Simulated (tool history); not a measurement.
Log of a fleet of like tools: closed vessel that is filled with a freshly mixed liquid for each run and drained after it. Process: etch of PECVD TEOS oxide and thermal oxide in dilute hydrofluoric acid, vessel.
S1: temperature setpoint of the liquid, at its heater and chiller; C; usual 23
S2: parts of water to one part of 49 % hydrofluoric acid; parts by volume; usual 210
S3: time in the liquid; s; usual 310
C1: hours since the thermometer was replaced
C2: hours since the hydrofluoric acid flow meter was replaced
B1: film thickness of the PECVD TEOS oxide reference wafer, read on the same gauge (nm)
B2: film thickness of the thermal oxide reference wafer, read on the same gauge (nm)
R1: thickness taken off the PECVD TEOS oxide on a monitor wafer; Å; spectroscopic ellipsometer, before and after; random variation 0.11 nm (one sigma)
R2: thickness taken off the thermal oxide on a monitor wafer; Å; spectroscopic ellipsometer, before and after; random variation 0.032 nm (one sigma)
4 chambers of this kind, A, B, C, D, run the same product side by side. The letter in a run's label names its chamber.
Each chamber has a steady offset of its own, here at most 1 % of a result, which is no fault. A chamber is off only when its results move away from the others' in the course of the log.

-- hour=4.7 chamber A: thermometer replaced
run 1C hour=7 | S1=23 S2=210 S3=310 | C1=1300.9 C2=1777.7 | B1=70 B2=50.012 | R1=161.08 R2=60.167
run 2A hour=12.4 | S1=23 S2=210 S3=310 | C1=7.7 C2=145 | B1=70.002 B2=50.025 | R1=158.44 R2=60.069
run 3D hour=18.4 | S1=23 S2=210 S3=310 | C1=1048.3 C2=1780.7 | B1=69.963 B2=49.992 | R1=162.47 R2=59.252
run 4B hour=23.7 | S1=23 S2=210 S3=310 | C1=382.4 C2=511.1 | B1=70.017 B2=50.011 | R1=161.52 R2=60.116
run 5A hour=30.2 | S1=23 S2=210 S3=310 | C1=25.5 C2=162.8 | B1=69.966 B2=50.009 | R1=158.51 R2=59.122
run 6C hour=35.7 | S1=23 S2=210 S3=310 | C1=1329.6 C2=1806.4 | B1=69.999 B2=50.019 | R1=160.44 R2=60.08
-- hour=35.8 chamber C: thermometer replaced
run 7D hour=40.6 | S1=23 S2=210 S3=445 | C1=1070.5 C2=1802.9 | B1=70.007 B2=49.962 | R1=232.23 R2=85.344
run 8B hour=45.4 | S1=23 S2=210 S3=445 | C1=404.1 C2=532.8 | B1=69.97 B2=49.996 | R1=234.11 R2=84.859
run 9C hour=49.2 | S1=23 S2=210 S3=445 | C1=13.4 C2=1819.9 | B1=69.97 B2=50.007 | R1=231.86 R2=85.703
-- hour=51.4 chamber D: thermometer replaced
run 10A hour=54.7 | S1=23 S2=210 S3=445 | C1=50 C2=187.3 | B1=69.982 B2=49.95 | R1=228.2 R2=85.201
run 11D hour=59.5 | S1=23 S2=210 S3=310 | C1=8.1 C2=1821.8 | B1=70.015 B2=49.988 | R1=160.56 R2=59.592
run 12B hour=66.7 | S1=23 S2=210 S3=310 | C1=425.4 C2=554.1 | B1=69.971 B2=49.982 | R1=164.53 R2=59.373
run 13D hour=71.4 | S1=23 S2=210 S3=310 | C1=20 C2=1833.7 | B1=70.015 B2=49.998 | R1=161.19 R2=59.129
run 14C hour=75.2 | S1=23 S2=210 S3=310 | C1=39.4 C2=1845.9 | B1=70.03 B2=49.961 | R1=161.33 R2=59.976
-- hour=79.1 chamber C: hydrofluoric acid flow meter replaced
run 15A hour=82.8 | S1=23 S2=210 S3=310 | C1=78.1 C2=215.4 | B1=69.966 B2=50.013 | R1=159.05 R2=59.067
run 16B hour=90.3 | S1=23 S2=265 S3=170 | C1=449 C2=577.7 | B1=70.033 B2=49.992 | R1=65.969 R2=24.354
run 17A hour=98.1 | S1=23 S2=265 S3=170 | C1=93.4 C2=230.7 | B1=70.034 B2=49.982 | R1=66.521 R2=24.614
run 18D hour=105.6 | S1=23 S2=265 S3=170 | C1=54.2 C2=1867.9 | B1=69.998 B2=49.981 | R1=66.05 R2=24.279
run 19C hour=111.5 | S1=23 S2=265 S3=170 | C1=75.7 C2=32.5 | B1=69.977 B2=50.002 | R1=65.596 R2=24.678
run 20B hour=116.3 | S1=23 S2=210 S3=310 | C1=475 C2=603.7 | B1=69.942 B2=50.057 | R1=160.84 R2=59.599
run 21B hour=122 | S1=23 S2=210 S3=310 | C1=480.7 C2=609.4 | B1=70.062 B2=50.017 | R1=160.96 R2=59.516
run 22A hour=129.8 | S1=23 S2=210 S3=310 | C1=125.1 C2=262.4 | B1=69.975 B2=50.003 | R1=159.01 R2=60.196
run 23D hour=134.3 | S1=23 S2=210 S3=310 | C1=82.9 C2=1896.6 | B1=69.993 B2=50.034 | R1=161.03 R2=60.003
run 24C hour=137.7 | S1=23 S2=210 S3=310 | C1=101.9 C2=58.7 | B1=70.023 B2=50.039 | R1=159.73 R2=60.555
run 25C hour=143.6 | S1=23 S2=210 S3=310 | C1=107.8 C2=64.6 | B1=69.99 B2=50.03 | R1=161.15 R2=59.637
run 26D hour=149.9 | S1=23 S2=210 S3=310 | C1=98.5 C2=1912.2 | B1=70.014 B2=49.986 | R1=160.15 R2=59.301
run 27B hour=154 | S1=23 S2=210 S3=310 | C1=512.7 C2=641.4 | B1=70.043 B2=50.008 | R1=161.73 R2=59.616
run 28A hour=159.9 | S1=23 S2=210 S3=310 | C1=155.2 C2=292.5 | B1=69.998 B2=50 | R1=159.86 R2=59.611
run 29C hour=166.8 | S1=23 S2=210 S3=310 | C1=131 C2=87.8 | B1=69.997 B2=49.954 | R1=161.8 R2=60.091

Is one chamber off against the others, does the gauge drift, or is nothing wrong? If a chamber is off, say which, and what the likeliest cause is.

No chamber stands off beyond its own small offset, and the gauge holds steady.

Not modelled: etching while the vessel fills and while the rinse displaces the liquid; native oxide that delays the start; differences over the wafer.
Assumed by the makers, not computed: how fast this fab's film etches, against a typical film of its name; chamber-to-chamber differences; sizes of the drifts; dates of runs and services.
